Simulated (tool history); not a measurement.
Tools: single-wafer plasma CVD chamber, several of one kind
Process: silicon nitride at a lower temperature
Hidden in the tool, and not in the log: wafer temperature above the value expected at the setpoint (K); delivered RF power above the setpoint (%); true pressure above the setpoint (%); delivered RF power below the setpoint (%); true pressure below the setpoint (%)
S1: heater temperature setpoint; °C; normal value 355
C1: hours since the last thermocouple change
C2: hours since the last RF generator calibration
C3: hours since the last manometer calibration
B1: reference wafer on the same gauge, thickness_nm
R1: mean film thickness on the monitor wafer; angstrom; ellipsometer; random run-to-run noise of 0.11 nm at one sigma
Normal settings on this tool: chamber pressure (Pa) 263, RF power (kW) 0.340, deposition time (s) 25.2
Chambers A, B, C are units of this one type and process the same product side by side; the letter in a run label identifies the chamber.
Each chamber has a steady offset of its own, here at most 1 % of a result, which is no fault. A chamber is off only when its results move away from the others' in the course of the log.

{"run": "1B", "hour": 9.6, "S1": 355, "chamber pressure (Pa)": 263, "RF power (kW)": 0.34, "deposition time (s)": 25.2, "C1": 1148.4, "C2": 316.8, "C3": 232.6, "B1": 32.681, "R1": 341.24}
{"run": "2C", "hour": 19.0, "S1": 355, "chamber pressure (Pa)": 263, "RF power (kW)": 0.34, "deposition time (s)": 25.2, "C1": 237.1, "C2": 1338.6, "C3": 477.9, "B1": 32.693, "R1": 340.38}
{"run": "3A", "hour": 26.0, "S1": 355, "chamber pressure (Pa)": 263, "RF power (kW)": 0.34, "deposition time (s)": 25.2, "C1": 818.5, "C2": 414.7, "C3": 2081.6, "B1": 32.698, "R1": 339.5}
{"run": "4A", "hour": 33.2, "S1": 355, "chamber pressure (Pa)": 263, "RF power (kW)": 0.34, "deposition time (s)": 25.2, "C1": 825.7, "C2": 421.9, "C3": 2088.8, "B1": 32.677, "R1": 338.32}
{"run": "5C", "hour": 40.9, "S1": 369, "chamber pressure (Pa)": 263, "RF power (kW)": 0.34, "deposition time (s)": 27.9, "C1": 259.0, "C2": 1360.5, "C3": 499.8, "B1": 32.713, "R1": 370.68}
{"run": "6B", "hour": 49.4, "S1": 369, "chamber pressure (Pa)": 263, "RF power (kW)": 0.34, "deposition time (s)": 27.9, "C1": 1188.2, "C2": 356.6, "C3": 272.4, "B1": 32.683, "R1": 375.07}
{"run": "7B", "hour": 54.2, "S1": 369, "chamber pressure (Pa)": 263, "RF power (kW)": 0.34, "deposition time (s)": 27.9, "C1": 1193.0, "C2": 361.4, "C3": 277.2, "B1": 32.684, "R1": 375.5}
{"run": "8C", "hour": 62.1, "S1": 355, "chamber pressure (Pa)": 263, "RF power (kW)": 0.34, "deposition time (s)": 25.2, "C1": 280.2, "C2": 1381.7, "C3": 521.0, "B1": 32.695, "R1": 335.79}
{"hour": 70.4, "done": "chamber A: capacitance manometer re-zeroed and calibrated"}
{"run": "9A", "hour": 70.7, "S1": 355, "chamber pressure (Pa)": 263, "RF power (kW)": 0.275, "deposition time (s)": 25.2, "C1": 863.2, "C2": 459.4, "C3": 0.4, "B1": 32.707, "R1": 295.63}
{"run": "10C", "hour": 80.0, "S1": 355, "chamber pressure (Pa)": 263, "RF power (kW)": 0.275, "deposition time (s)": 25.2, "C1": 298.1, "C2": 1399.6, "C3": 538.9, "B1": 32.663, "R1": 288.95}
{"run": "11A", "hour": 89.1, "S1": 355, "chamber pressure (Pa)": 263, "RF power (kW)": 0.275, "deposition time (s)": 25.2, "C1": 881.6, "C2": 477.8, "C3": 18.8, "B1": 32.699, "R1": 294.61}
{"run": "12B", "hour": 94.0, "S1": 355, "chamber pressure (Pa)": 263, "RF power (kW)": 0.34, "deposition time (s)": 25.2, "C1": 1232.8, "C2": 401.2, "C3": 317.0, "B1": 32.7, "R1": 342.21}
{"run": "13A", "hour": 103.6, "S1": 355, "chamber pressure (Pa)": 263, "RF power (kW)": 0.34, "deposition time (s)": 25.2, "C1": 896.1, "C2": 492.3, "C3": 33.3, "B1": 32.711, "R1": 341.47}
{"run": "14C", "hour": 109.6, "S1": 355, "chamber pressure (Pa)": 263, "RF power (kW)": 0.34, "deposition time (s)": 25.2, "C1": 327.7, "C2": 1429.2, "C3": 568.5, "B1": 32.686, "R1": 337.39}
{"hour": 114.1, "done": "chamber A: thermocouple changed; heater temperature recalibrated"}
{"run": "15B", "hour": 117.8, "S1": 355, "chamber pressure (Pa)": 232, "RF power (kW)": 0.34, "deposition time (s)": 25.2, "C1": 1256.6, "C2": 425.0, "C3": 340.8, "B1": 32.702, "R1": 329.67}
{"run": "16B", "hour": 125.4, "S1": 355, "chamber pressure (Pa)": 232, "RF power (kW)": 0.34, "deposition time (s)": 25.2, "C1": 1264.2, "C2": 432.6, "C3": 348.4, "B1": 32.697, "R1": 329.24}
{"run": "17C", "hour": 131.1, "S1": 355, "chamber pressure (Pa)": 232, "RF power (kW)": 0.34, "deposition time (s)": 25.2, "C1": 349.2, "C2": 1450.7, "C3": 590.0, "B1": 32.68, "R1": 321.64}
{"run": "18A", "hour": 136.6, "S1": 343, "chamber pressure (Pa)": 263, "RF power (kW)": 0.34, "deposition time (s)": 25.2, "C1": 22.6, "C2": 525.3, "C3": 66.3, "B1": 32.697, "R1": 342.06}
{"run": "19A", "hour": 142.2, "S1": 343, "chamber pressure (Pa)": 263, "RF power (kW)": 0.34, "deposition time (s)": 25.2, "C1": 28.2, "C2": 530.9, "C3": 71.9, "B1": 32.702, "R1": 342.58}
{"run": "20C", "hour": 146.5, "S1": 343, "chamber pressure (Pa)": 263, "RF power (kW)": 0.34, "deposition time (s)": 25.2, "C1": 364.6, "C2": 1466.1, "C3": 605.4, "B1": 32.663, "R1": 332.87}

Has any chamber moved away from the others, gradually or after a service, or does the common gauge drift, or do the chambers differ only by their own small steady offsets? State the chamber and the most likely cause if one applies.

Chamber C drifts away from the others.
Likeliest cause: true pressure below the setpoint (%) = 7.58.
The log might look much the same if the cause were instead: delivered RF power below the setpoint (%).

Below are 4 candidate recipes for chamber C's next run, each the usual settings with a change, their results shown as question marks. Which of them brings C's results back in line with what the other chambers give on the usual settings?
In-line tolerance around the mean of the other chambers on the usual settings: R1 3.90 angstrom
{"run": "21C-1", "hour": 153.6, "S1": 356, "chamber pressure (Pa)": 236, "RF power (kW)": 0.34, "deposition time (s)": 25.2, "R1": "?"}
{"run": "21C-2", "hour": 153.6, "S1": 355, "chamber pressure (Pa)": 261, "RF power (kW)": 0.335, "deposition time (s)": 25.2, "R1": "?"}
{"run": "21C-3", "hour": 153.6, "S1": 355, "chamber pressure (Pa)": 263, "RF power (kW)": 0.34, "deposition time (s)": 25.3, "R1": "?"}
{"run": "21C-4", "hour": 153.6, "S1": 355, "chamber pressure (Pa)": 263, "RF power (kW)": 0.345, "deposition time (s)": 25.7, "R1": "?"}

The other chambers' mean on the usual settings: R1 341.17 angstrom
run=21C-1 R1=322.17
run=21C-2 R1=328.43
run=21C-3 R1=333.35
run=21C-4 R1=341.79
The right change is 21C-4: it brings the chamber back within the allowed miss of the others.
